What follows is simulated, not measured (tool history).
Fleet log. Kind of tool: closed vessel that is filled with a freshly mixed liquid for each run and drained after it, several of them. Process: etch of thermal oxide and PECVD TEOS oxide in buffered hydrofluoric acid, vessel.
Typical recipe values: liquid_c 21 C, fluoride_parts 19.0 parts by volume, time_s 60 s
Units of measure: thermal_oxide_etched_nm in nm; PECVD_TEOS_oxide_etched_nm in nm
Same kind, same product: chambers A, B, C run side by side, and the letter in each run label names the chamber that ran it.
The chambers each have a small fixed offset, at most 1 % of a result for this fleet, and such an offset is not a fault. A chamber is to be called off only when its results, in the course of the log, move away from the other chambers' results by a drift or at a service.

run   hour  liquid_c  fluoride_parts  time_s  hours since the thermometer was replaced  hours since the hydrofluoric acid flow meter was replaced  read-back film thickness of the thermal oxide reference wafer, read on the same gauge (nm)  read-back film thickness of the PECVD TEOS oxide reference wafer, read on the same gauge (nm)  thermal_oxide_etched_nm  PECVD_TEOS_oxide_etched_nm
 1C    7.7        21            19.0      60                                    1650.6                                                      256.9                                                                                      130.00                                                                                         30.012                   30.982                      44.105
 2B   18.4        21            19.0      60                                     206.1                                                     1355.4                                                                                      129.97                                                                                         30.026                   31.025                      43.375
 3A   25.7        21            19.0      60                                    1564.7                                                      694.1                                                                                      130.01                                                                                         30.012                   31.393                      43.564
 4A   36.0        21            19.0      60                                    1575.0                                                      704.4                                                                                      130.02                                                                                         30.011                   31.214                      43.776
 5C   46.8        21            19.0      60                                    1689.7                                                      296.0                                                                                      129.98                                                                                         29.996                   30.995                      43.770
      51.9  -- chamber A: hydrofluoric acid flow meter replaced
 6B   61.8        21            19.0      60                                     249.5                                                     1398.8                                                                                      129.97                                                                                         30.026                   30.934                      43.357
 7C   76.3        21            19.0      60                                    1719.2                                                      325.5                                                                                      129.95                                                                                         29.983                   30.883                      43.799
 8B   91.4        21            19.0      30                                     279.1                                                     1428.4                                                                                      130.02                                                                                         29.996                   15.469                      21.791
 9A   99.4        21            19.0      30                                    1638.4                                                       47.6                                                                                      130.00                                                                                         30.011                   15.551                      21.466
10B  114.3        21            19.0      30                                     302.0                                                     1451.3                                                                                      129.94                                                                                         29.991                   15.536                      21.721
     117.3  -- chamber C: thermometer replaced
11C  124.9        21            19.0      60                                       7.7                                                      374.1                                                                                      129.98                                                                                         29.990                   30.789                      43.461
12A  139.5        21            19.0      60                                    1678.5                                                       87.7                                                                                      129.98                                                                                         30.013                   31.118                      43.533
13B  148.7        21            19.0      60                                     336.4                                                     1485.7                                                                                      130.00                                                                                         29.991                   31.008                      43.372
14C  157.5        21            19.0      60                                      40.3                                                      406.7                                                                                      130.00                                                                                         29.999                   30.755                      43.792
15A  168.6        21            22.5      80                                    1707.6                                                      116.8                                                                                      130.00                                                                                         30.017                   36.569                      50.293
16C  176.6        21            22.5      80                                      59.4                                                      425.8                                                                                      130.02                                                                                         29.999                   36.188                      51.334
17B  188.7        21            22.5      80                                     376.4                                                     1525.7                                                                                      129.97                                                                                         29.997                   36.288                      50.789
18A  198.3        21            19.0      60                                    1737.3                                                      146.5                                                                                      130.01                                                                                         29.999                   31.272                      43.158
19B  210.1        21            21.5      60                                     397.8                                                     1547.1                                                                                      130.00                                                                                         29.970                   28.140                      39.898
20A  217.2        21            21.5      60                                    1756.2                                                      165.4                                                                                      129.99                                                                                         30.019                   27.968                      39.121
21C  232.5        21            21.5      60                                     115.3                                                      481.7                                                                                      130.01                                                                                         30.007                   28.062                      39.132
22A  242.2        21            19.0      50                                    1781.2                                                      190.4                                                                                      130.01                                                                                         29.979                   25.968                      36.173
23C  255.1        21            19.0      50                                     137.9                                                      504.3                                                                                      129.99                                                                                         29.984                   25.669                      36.731
24B  268.5        21            19.0      50                                     456.2                                                     1605.5                                                                                      129.97                                                                                         30.001                   25.994                      36.141
25A  275.8        21            19.0      60                                    1814.8                                                      224.0                                                                                      129.99                                                                                         30.014                   31.303                      43.432
26C  291.3        21            19.0      60                                     174.1                                                      540.5                                                                                      130.00                                                                                         30.010                   30.906                      43.567
27B  299.0        21            19.0      60                                     486.7                                                     1636.0                                                                                      129.98                                                                                         30.011                   31.185                      43.155
28B  310.6        21            19.0      60                                     498.3                                                     1647.6                                                                                      129.97                                                                                         30.022                   31.076                      43.367
29C  318.0        21            19.0      60                                     200.8                                                      567.2                                                                                      129.98                                                                                         29.997                   30.785                      43.520
30A  327.9        21            19.0      60                                    1866.9                                                      276.1                                                                                      129.98                                                                                         30.005                   31.432                      43.970
31B  336.5        21            19.0      60                                     524.2                                                     1673.5                                                                                      129.99                                                                                         30.000                   30.960                      43.237
32A  345.3        21            19.0      60                                    1884.3                                                      293.5                                                                                      129.99                                                                                         29.982                   31.036                      42.860
33C  356.3        19            19.0      60                                     239.1                                                      605.5                                                                                      129.98                                                                                         30.009                   27.485                      38.871
34A  370.9        19            19.0      60                                    1909.9                                                      319.1                                                                                      129.97                                                                                         30.028                   27.963                      38.518
35B  379.5        19            19.0      60                                     567.2                                                     1716.5                                                                                      129.99                                                                                         30.005                   27.699                      39.216
36C  390.0        21            19.0      60                                     272.8                                                      639.2                                                                                      129.98                                                                                         30.020                   31.010                      43.648

One chamber off, gauge drift, or nothing amiss beyond the chambers' own small offsets? If it is a chamber, which one, and what is the likeliest cause?

No chamber is off and the gauge is stable; the differences are just each chamber's small, constant offset.
